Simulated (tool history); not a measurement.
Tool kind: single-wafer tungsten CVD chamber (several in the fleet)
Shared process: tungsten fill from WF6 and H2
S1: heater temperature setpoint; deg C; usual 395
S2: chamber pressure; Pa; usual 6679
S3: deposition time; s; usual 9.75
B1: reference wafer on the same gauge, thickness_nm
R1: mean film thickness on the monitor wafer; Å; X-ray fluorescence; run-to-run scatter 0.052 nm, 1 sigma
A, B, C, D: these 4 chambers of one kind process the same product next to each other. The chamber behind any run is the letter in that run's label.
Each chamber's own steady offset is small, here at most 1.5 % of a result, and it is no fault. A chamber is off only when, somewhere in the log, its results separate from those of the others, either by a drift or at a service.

run,hour,S1,S2,S3,B1,R1
1A,8.1,395,6679,9.75,37.803,323.63
2D,12.7,395,6679,9.75,37.816,325.87
3B,17.2,395,6679,9.75,37.831,328.37
4C,24.4,395,6679,9.75,37.839,329.50
5C,29.7,395,6679,9.75,37.826,330.49
6B,37.3,408,6679,11.15,37.832,473.32
7A,41.8,408,6679,11.15,37.830,466.14
8D,45.8,408,6679,11.15,37.846,468.51
9A,52.4,408,6679,11.15,37.859,468.06
10C,56.8,395,6679,9.75,37.852,330.79
11D,62.7,383,6679,9.75,37.859,258.42
12B,68.4,383,6679,9.75,37.869,260.80
13C,72.9,383,6679,9.75,37.871,261.76
14D,79.3,383,6679,9.75,37.876,259.07
15B,87.0,395,6679,9.75,37.879,328.33
16A,91.9,395,6679,9.75,37.895,323.80
17A,99.3,395,6679,9.75,37.892,323.82
18B,106.4,395,6679,9.75,37.901,328.92
19D,113.5,395,6679,9.75,37.915,325.96
20C,118.9,395,6679,9.75,37.909,331.15
21C,122.5,395,6679,9.75,37.906,331.02
22A,126.8,395,6679,9.75,37.901,324.68
23B,132.2,395,6679,9.75,37.910,328.70
24D,139.8,395,6679,9.75,37.928,326.14
25B,145.7,395,6679,9.75,37.936,329.45
26A,149.3,395,6679,9.75,37.948,323.64
27D,156.0,395,6679,9.75,37.950,326.19
28C,159.9,395,6679,9.75,37.952,331.70
29C,164.8,395,6679,9.75,37.945,330.67
30D,170.8,395,6679,9.75,37.974,326.47
31A,176.7,395,6679,9.75,37.974,324.39
32B,180.4,408,6679,11.49,37.979,489.92
33D,186.8,408,6679,11.49,37.989,486.83
34A,194.2,408,6679,11.49,37.996,483.27
35C,198.0,408,6679,11.49,37.989,494.22
36B,202.9,395,6679,9.75,38.012,329.35
37B,209.5,395,6679,9.75,37.999,328.98
38A,217.4,395,6679,9.75,38.008,324.54
39D,222.0,395,6679,9.75,38.011,327.73
40C,229.5,395,6679,9.75,38.041,332.18
41C,237.0,403,6679,9.75,38.038,383.37
42D,244.3,403,6679,9.75,38.048,378.72

Which is it: a chamber that has drifted or been left off by a service, a gauge drift common to all chambers, or only each chamber's usual small offset? If a chamber is off, name it and its likeliest cause.

None of the chambers is off. What moves is the gauge, dragging all their readings along together.
What lies behind it: gauge reads high (%) = 0.649.
